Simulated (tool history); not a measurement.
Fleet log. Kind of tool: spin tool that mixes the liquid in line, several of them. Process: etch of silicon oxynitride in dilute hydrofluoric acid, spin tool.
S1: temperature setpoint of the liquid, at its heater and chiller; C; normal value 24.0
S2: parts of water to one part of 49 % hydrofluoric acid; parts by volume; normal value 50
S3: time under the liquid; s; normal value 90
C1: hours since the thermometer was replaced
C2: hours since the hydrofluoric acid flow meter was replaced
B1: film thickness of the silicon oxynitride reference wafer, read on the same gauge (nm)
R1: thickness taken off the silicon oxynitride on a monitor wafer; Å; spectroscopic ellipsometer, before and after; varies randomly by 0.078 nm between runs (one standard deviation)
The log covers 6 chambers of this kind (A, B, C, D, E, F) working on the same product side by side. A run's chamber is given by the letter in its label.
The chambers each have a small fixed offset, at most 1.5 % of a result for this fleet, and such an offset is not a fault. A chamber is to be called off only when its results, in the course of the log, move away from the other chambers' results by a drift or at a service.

run 1C day=0.371 | S1=24.0 S2=50 S3=90 | C1=465.0 C2=468.4 | B1=29.998 | R1=90.723
run 2E day=0.629 | S1=24.0 S2=50 S3=90 | C1=1796.7 C2=220.8 | B1=29.972 | R1=88.012
run 3F day=1.012 | S1=24.0 S2=50 S3=90 | C1=1399.9 C2=1978.8 | B1=29.999 | R1=91.155
run 4A day=1.246 | S1=24.0 S2=50 S3=90 | C1=694.9 C2=680.8 | B1=29.990 | R1=90.706
run 5D day=1.567 | S1=24.0 S2=50 S3=90 | C1=196.4 C2=477.4 | B1=29.994 | R1=90.470
run 6B day=1.983 | S1=24.0 S2=50 S3=90 | C1=710.2 C2=368.6 | B1=30.029 | R1=89.535
run 7B day=2.438 | S1=24.0 S2=50 S3=90 | C1=721.1 C2=379.5 | B1=29.995 | R1=90.131
run 8A day=2.658 | S1=19.0 S2=50 S3=125 | C1=728.8 C2=714.7 | B1=29.974 | R1=98.094
run 9E day=2.954 | S1=19.0 S2=50 S3=125 | C1=1852.5 C2=276.6 | B1=30.022 | R1=97.786
-- day=3.146 chamber F: hydrofluoric acid flow meter replaced
run 10C day=3.358 | S1=19.0 S2=50 S3=125 | C1=536.7 C2=540.1 | B1=30.007 | R1=98.850
run 11D day=3.721 | S1=19.0 S2=50 S3=125 | C1=248.1 C2=529.1 | B1=30.020 | R1=97.510
run 12F day=4.112 | S1=19.0 S2=50 S3=125 | C1=1474.3 C2=23.3 | B1=30.006 | R1=98.421
run 13F day=4.475 | S1=19.0 S2=50 S3=125 | C1=1483.0 C2=32.0 | B1=30.025 | R1=98.842
run 14A day=4.708 | S1=24.0 S2=50 S3=90 | C1=778.0 C2=763.9 | B1=30.026 | R1=89.035
run 15D day=4.962 | S1=24.0 S2=50 S3=90 | C1=277.9 C2=558.9 | B1=29.991 | R1=89.075
run 16E day=5.358 | S1=24.0 S2=50 S3=90 | C1=1910.2 C2=334.3 | B1=29.990 | R1=89.372
run 17C day=5.625 | S1=24.0 S2=50 S3=90 | C1=591.1 C2=594.5 | B1=30.000 | R1=90.342
run 18B day=6.083 | S1=24.0 S2=50 S3=90 | C1=808.6 C2=467.0 | B1=30.003 | R1=88.637
run 19D day=6.383 | S1=24.0 S2=50 S3=90 | C1=312.0 C2=593.0 | B1=29.985 | R1=88.772
run 20A day=6.625 | S1=27.5 S2=50 S3=140 | C1=824.0 C2=809.9 | B1=30.005 | R1=165.080
-- day=6.904 chamber E: thermometer replaced
run 21C day=6.933 | S1=27.5 S2=50 S3=140 | C1=622.5 C2=625.9 | B1=30.022 | R1=166.460
run 22E day=7.138 | S1=27.5 S2=50 S3=140 | C1=5.6 C2=377.0 | B1=30.008 | R1=168.000
run 23F day=7.421 | S1=27.5 S2=50 S3=140 | C1=1553.7 C2=102.7 | B1=29.980 | R1=167.340
run 24B day=7.858 | S1=27.5 S2=50 S3=140 | C1=851.2 C2=509.6 | B1=29.999 | R1=164.710
run 25C day=8.250 | S1=27.5 S2=50 S3=140 | C1=654.1 C2=657.5 | B1=30.006 | R1=168.190
run 26D day=8.712 | S1=24.0 S2=60 S3=90 | C1=367.9 C2=648.9 | B1=30.016 | R1=73.932
run 27F day=9.046 | S1=24.0 S2=60 S3=90 | C1=1592.7 C2=141.7 | B1=30.001 | R1=73.932
run 28B day=9.254 | S1=24.0 S2=60 S3=90 | C1=884.7 C2=543.1 | B1=29.995 | R1=74.401
run 29E day=9.662 | S1=24.0 S2=60 S3=90 | C1=66.2 C2=437.6 | B1=29.974 | R1=74.414
run 30A day=10.017 | S1=24.0 S2=60 S3=90 | C1=905.4 C2=891.3 | B1=29.987 | R1=73.172
run 31B day=10.338 | S1=24.0 S2=60 S3=90 | C1=910.7 C2=569.1 | B1=30.000 | R1=73.660
run 32F day=10.604 | S1=24.0 S2=50 S3=90 | C1=1630.1 C2=179.1 | B1=30.022 | R1=90.767
run 33E day=10.879 | S1=24.0 S2=50 S3=90 | C1=95.4 C2=466.8 | B1=30.008 | R1=90.433
run 34A day=11.333 | S1=24.0 S2=50 S3=90 | C1=937.0 C2=922.9 | B1=29.996 | R1=89.015
run 35D day=11.650 | S1=24.0 S2=50 S3=90 | C1=438.4 C2=719.4 | B1=29.992 | R1=90.158
run 36C day=12.046 | S1=24.0 S2=50 S3=90 | C1=745.2 C2=748.6 | B1=29.989 | R1=91.392
run 37F day=12.388 | S1=24.0 S2=50 S3=90 | C1=1672.9 C2=221.9 | B1=29.972 | R1=90.643
run 38C day=12.667 | S1=24.0 S2=50 S3=90 | C1=760.1 C2=763.5 | B1=30.025 | R1=90.339
run 39B day=13.021 | S1=24.0 S2=50 S3=90 | C1=975.1 C2=633.5 | B1=30.022 | R1=88.782
run 40D day=13.304 | S1=24.0 S2=50 S3=90 | C1=478.1 C2=759.1 | B1=30.028 | R1=89.635
run 41E day=13.558 | S1=24.0 S2=30 S3=90 | C1=159.7 C2=531.1 | B1=29.993 | R1=152.340

The same settings go to every chamber for the next run, one line per chamber below. Forecast the results for each:
run 42A day=13.896 | S1=24.0 S2=50 S3=90 | R1=?
run 42B day=13.896 | S1=24.0 S2=50 S3=90 | R1=?
run 42C day=13.896 | S1=24.0 S2=50 S3=90 | R1=?
run 42D day=13.896 | S1=24.0 S2=50 S3=90 | R1=?
run 42E day=13.896 | S1=24.0 S2=50 S3=90 | R1=?
run 42F day=13.896 | S1=24.0 S2=50 S3=90 | R1=?

run=42A R1=90.422
run=42B R1=89.797
run=42C R1=90.090
run=42D R1=89.302
run=42E R1=88.524
run=42F R1=90.716

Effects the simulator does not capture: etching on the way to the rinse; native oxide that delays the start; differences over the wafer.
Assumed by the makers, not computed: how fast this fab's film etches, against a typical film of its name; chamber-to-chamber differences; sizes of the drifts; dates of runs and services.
